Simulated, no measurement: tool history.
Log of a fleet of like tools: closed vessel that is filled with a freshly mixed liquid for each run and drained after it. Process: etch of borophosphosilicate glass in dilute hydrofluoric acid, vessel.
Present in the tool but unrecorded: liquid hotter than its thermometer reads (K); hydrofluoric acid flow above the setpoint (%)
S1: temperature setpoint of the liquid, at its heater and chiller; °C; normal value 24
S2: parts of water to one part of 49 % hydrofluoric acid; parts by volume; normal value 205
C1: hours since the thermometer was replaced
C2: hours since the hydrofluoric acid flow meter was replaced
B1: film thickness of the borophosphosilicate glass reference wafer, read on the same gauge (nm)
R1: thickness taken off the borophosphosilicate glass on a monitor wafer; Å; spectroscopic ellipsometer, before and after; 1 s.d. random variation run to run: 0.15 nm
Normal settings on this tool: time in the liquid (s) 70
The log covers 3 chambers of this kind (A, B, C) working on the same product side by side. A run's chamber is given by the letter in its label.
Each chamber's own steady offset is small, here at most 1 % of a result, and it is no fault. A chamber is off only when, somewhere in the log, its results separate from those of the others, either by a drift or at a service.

run 1A hour=11.5 | S1=24 S2=205 time_in_the_liquid_(s)=70 | C1=1126.2 C2=765.8 | B1=130.01 | R1=176.79
run 2C hour=18.4 | S1=24 S2=205 time_in_the_liquid_(s)=70 | C1=1258.8 C2=1153.3 | B1=130.03 | R1=178.01
run 3B hour=26.3 | S1=24 S2=205 time_in_the_liquid_(s)=70 | C1=1023.3 C2=535.8 | B1=130.02 | R1=170.90
run 4C hour=36.4 | S1=24 S2=205 time_in_the_liquid_(s)=70 | C1=1276.8 C2=1171.3 | B1=130.00 | R1=177.03
run 5A hour=44.0 | S1=24 S2=245 time_in_the_liquid_(s)=85 | C1=1158.7 C2=798.3 | B1=129.98 | R1=170.88
run 6B hour=51.9 | S1=24 S2=245 time_in_the_liquid_(s)=85 | C1=1048.9 C2=561.4 | B1=130.01 | R1=171.57
run 7B hour=62.2 | S1=24 S2=245 time_in_the_liquid_(s)=85 | C1=1059.2 C2=571.7 | B1=130.00 | R1=169.88
run 8C hour=72.5 | S1=24 S2=205 time_in_the_liquid_(s)=70 | C1=1312.9 C2=1207.4 | B1=130.01 | R1=177.77
run 9A hour=86.4 | S1=24 S2=140 time_in_the_liquid_(s)=70 | C1=1201.1 C2=840.7 | B1=130.02 | R1=281.30
run 10A hour=94.5 | S1=24 S2=140 time_in_the_liquid_(s)=70 | C1=1209.2 C2=848.8 | B1=129.98 | R1=282.77
run 11C hour=102.6 | S1=24 S2=140 time_in_the_liquid_(s)=70 | C1=1343.0 C2=1237.5 | B1=130.00 | R1=280.80
run 12B hour=115.0 | S1=24 S2=205 time_in_the_liquid_(s)=70 | C1=1112.0 C2=624.5 | B1=129.99 | R1=176.58
run 13B hour=127.0 | S1=24 S2=205 time_in_the_liquid_(s)=70 | C1=1124.0 C2=636.5 | B1=130.00 | R1=175.05
run 14C hour=140.6 | S1=24 S2=205 time_in_the_liquid_(s)=70 | C1=1381.0 C2=1275.5 | B1=129.98 | R1=177.41
run 15A hour=150.6 | S1=24 S2=205 time_in_the_liquid_(s)=70 | C1=1265.3 C2=904.9 | B1=129.97 | R1=176.53
-- hour=151.5 chamber A: thermometer replaced
run 16A hour=163.7 | S1=24 S2=205 time_in_the_liquid_(s)=70 | C1=12.2 C2=918.0 | B1=130.01 | R1=175.01
run 17B hour=173.7 | S1=24 S2=205 time_in_the_liquid_(s)=70 | C1=1170.7 C2=683.2 | B1=130.01 | R1=182.16
run 18C hour=186.5 | S1=24 S2=205 time_in_the_liquid_(s)=70 | C1=1426.9 C2=1321.4 | B1=130.02 | R1=178.72
run 19B hour=201.1 | S1=24 S2=205 time_in_the_liquid_(s)=70 | C1=1198.1 C2=710.6 | B1=129.98 | R1=183.54
run 20C hour=208.7 | S1=24 S2=205 time_in_the_liquid_(s)=70 | C1=1449.1 C2=1343.6 | B1=129.99 | R1=179.00
run 21A hour=219.3 | S1=24 S2=205 time_in_the_liquid_(s)=70 | C1=67.8 C2=973.6 | B1=130.00 | R1=174.57
run 22A hour=229.5 | S1=24 S2=205 time_in_the_liquid_(s)=70 | C1=78.0 C2=983.8 | B1=130.01 | R1=174.56
run 23C hour=237.1 | S1=24 S2=205 time_in_the_liquid_(s)=70 | C1=1477.5 C2=1372.0 | B1=130.00 | R1=177.66
run 24B hour=246.0 | S1=24 S2=205 time_in_the_liquid_(s)=70 | C1=1243.0 C2=755.5 | B1=130.02 | R1=190.61
run 25A hour=259.7 | S1=24 S2=205 time_in_the_liquid_(s)=70 | C1=108.2 C2=1014.0 | B1=129.99 | R1=176.03

Does one chamber stand apart from the rest, does the shared gauge drift, or is all well apart from small per-chamber offsets? Give the chamber and the most likely cause, where there is one.

Little by little, chamber B moves away from the other chambers.
Cause: hydrofluoric acid flow above the setpoint (%) = 9.07.
The log may not tell that from: liquid hotter than its thermometer reads (K).

Which of the 4 candidates below, each the usual settings with something changed and its results left as question marks, puts chamber B back in line with what the other chambers give on the usual settings?
In-line tolerance around the mean of the other chambers on the usual settings: R1 5.20 Å
run 26B-1 hour=270.3 | S1=24 S2=220 time_in_the_liquid_(s)=70 | R1=?
run 26B-2 hour=270.3 | S1=24 S2=190 time_in_the_liquid_(s)=70 | R1=?
run 26B-3 hour=270.3 | S1=24 S2=210 time_in_the_liquid_(s)=70 | R1=?
run 26B-4 hour=270.3 | S1=24 S2=200 time_in_the_liquid_(s)=70 | R1=?

What the other chambers average on the usual settings: R1 176.56 Å
run=26B-1 R1=177.37
run=26B-2 R1=211.07
run=26B-3 R1=187.51
run=26B-4 R1=198.69
The right change is 26B-1: it brings the chamber back within the allowed miss of the others.

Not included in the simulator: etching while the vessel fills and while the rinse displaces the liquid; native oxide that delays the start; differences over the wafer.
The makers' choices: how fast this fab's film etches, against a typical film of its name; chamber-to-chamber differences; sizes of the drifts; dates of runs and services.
